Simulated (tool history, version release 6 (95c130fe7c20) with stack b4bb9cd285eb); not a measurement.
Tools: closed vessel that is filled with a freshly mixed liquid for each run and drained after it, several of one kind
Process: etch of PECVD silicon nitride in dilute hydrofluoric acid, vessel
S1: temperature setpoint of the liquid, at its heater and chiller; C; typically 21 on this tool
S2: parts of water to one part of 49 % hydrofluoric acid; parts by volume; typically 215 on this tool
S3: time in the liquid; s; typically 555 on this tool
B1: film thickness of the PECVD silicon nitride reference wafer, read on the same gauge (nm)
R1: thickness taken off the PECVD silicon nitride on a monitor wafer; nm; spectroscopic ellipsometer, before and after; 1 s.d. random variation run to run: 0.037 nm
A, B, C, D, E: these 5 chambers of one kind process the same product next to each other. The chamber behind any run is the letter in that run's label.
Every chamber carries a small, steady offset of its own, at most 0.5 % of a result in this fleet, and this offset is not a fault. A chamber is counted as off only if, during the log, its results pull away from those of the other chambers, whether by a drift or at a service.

Run 1D, hour 7.7: usual settings; B1 59.998. Result: R1 6.9117 nm.
Run 2A, hour 14.1: usual settings; B1 60.012. Result: R1 6.8710 nm.
Run 3E, hour 19.7: usual settings; B1 60.031. Result: R1 6.8585 nm.
Run 4B, hour 26.8: usual settings; B1 60.006. Result: R1 6.9110 nm.
Run 5C, hour 30.7: usual settings; B1 59.985. Result: R1 6.9025 nm.
Run 6A, hour 37.0: usual settings but S1 17 C, S2 115 parts by volume; B1 60.013. Result: R1 9.6038 nm.
Run 7E, hour 42.8: usual settings but S1 17 C, S2 115 parts by volume; B1 59.985. Result: R1 9.6206 nm.
Run 8B, hour 47.3: usual settings but S1 17 C, S2 115 parts by volume; B1 59.992. Result: R1 9.8701 nm.
Run 9D, hour 53.8: usual settings but S1 17 C, S2 115 parts by volume; B1 59.969. Result: R1 9.6318 nm.
Run 10C, hour 59.2: usual settings but S1 17 C, S2 115 parts by volume; B1 60.006. Result: R1 9.5881 nm.
Run 11E, hour 66.2: usual settings; B1 60.015. Result: R1 6.8236 nm.
Run 12A, hour 74.0: usual settings; B1 60.007. Result: R1 6.9244 nm.
Run 13B, hour 79.2: usual settings but S2 280 parts by volume; B1 59.976. Result: R1 5.2735 nm.
Run 14D, hour 83.3: usual settings but S2 280 parts by volume; B1 60.003. Result: R1 5.3385 nm.
Run 15C, hour 87.2: usual settings but S2 280 parts by volume; B1 59.991. Result: R1 5.3265 nm.
Run 16C, hour 93.1: usual settings but S2 280 parts by volume; B1 60.002. Result: R1 5.2909 nm.
Run 17A, hour 101.4: usual settings but S2 280 parts by volume; B1 59.984. Result: R1 5.3183 nm.
Run 18B, hour 109.1: usual settings; B1 60.012. Result: R1 6.9842 nm.
Run 19D, hour 117.4: usual settings but S1 17 C, S3 685 s; B1 59.978. Result: R1 6.6200 nm.
Run 20E, hour 123.0: usual settings but S1 17 C, S3 685 s; B1 60.005. Result: R1 6.5506 nm.
Run 21D, hour 129.9: usual settings but S1 17 C, S3 685 s; B1 60.062. Result: R1 6.6088 nm.
Run 22E, hour 136.0: usual settings but S1 17 C, S3 685 s; B1 59.999. Result: R1 6.5425 nm.
Run 23A, hour 144.7: usual settings but S1 17 C, S3 685 s; B1 59.952. Result: R1 6.5120 nm.
At hour 150.6: chamber E: thermometer replaced.
Run 24B, hour 150.6: usual settings; B1 60.006. Result: R1 6.8712 nm.
Run 25C, hour 156.9: usual settings; B1 59.990. Result: R1 6.9043 nm.
Run 26E, hour 164.4: usual settings; B1 59.999. Result: R1 6.8963 nm.
Run 27D, hour 168.4: usual settings; B1 59.968. Result: R1 6.9614 nm.
Run 28B, hour 172.8: usual settings; B1 59.987. Result: R1 6.9654 nm.
Run 29C, hour 180.2: usual settings; B1 60.030. Result: R1 6.8925 nm.
Run 30A, hour 184.4: usual settings; B1 60.000. Result: R1 6.8510 nm.
Run 31A, hour 191.2: usual settings; B1 60.004. Result: R1 6.8973 nm.
Run 32C, hour 195.6: usual settings; B1 60.003. Result: R1 6.9010 nm.
Run 33D, hour 200.2: usual settings; B1 59.999. Result: R1 6.9011 nm.
Run 34B, hour 207.4: usual settings; B1 59.996. Result: R1 6.8656 nm.
Run 35E, hour 214.9: usual settings; B1 59.974. Result: R1 6.9025 nm.
Run 36E, hour 221.8: usual settings; B1 60.005. Result: R1 6.8579 nm.
Run 37A, hour 227.8: usual settings; B1 59.979. Result: R1 6.9226 nm.
Run 38C, hour 232.7: usual settings; B1 59.978. Result: R1 6.9176 nm.
Run 39D, hour 237.2: usual settings but S1 18 C, S2 135 parts by volume; B1 60.013. Result: R1 8.7888 nm.
Run 40B, hour 243.3: usual settings but S1 18 C, S2 135 parts by volume; B1 60.059. Result: R1 8.9821 nm.
Run 41C, hour 250.3: usual settings but S1 18 C, S2 135 parts by volume; B1 59.998. Result: R1 8.8623 nm.

Read the log: is a single chamber off, either drifting away or since a service, is the gauge that measures every chamber drifting, or is nothing wrong beyond small per-chamber offsets? Name any odd chamber and what most likely caused it.

Neither any chamber nor the gauge drifts; the chambers differ only by their own small, steady offsets.
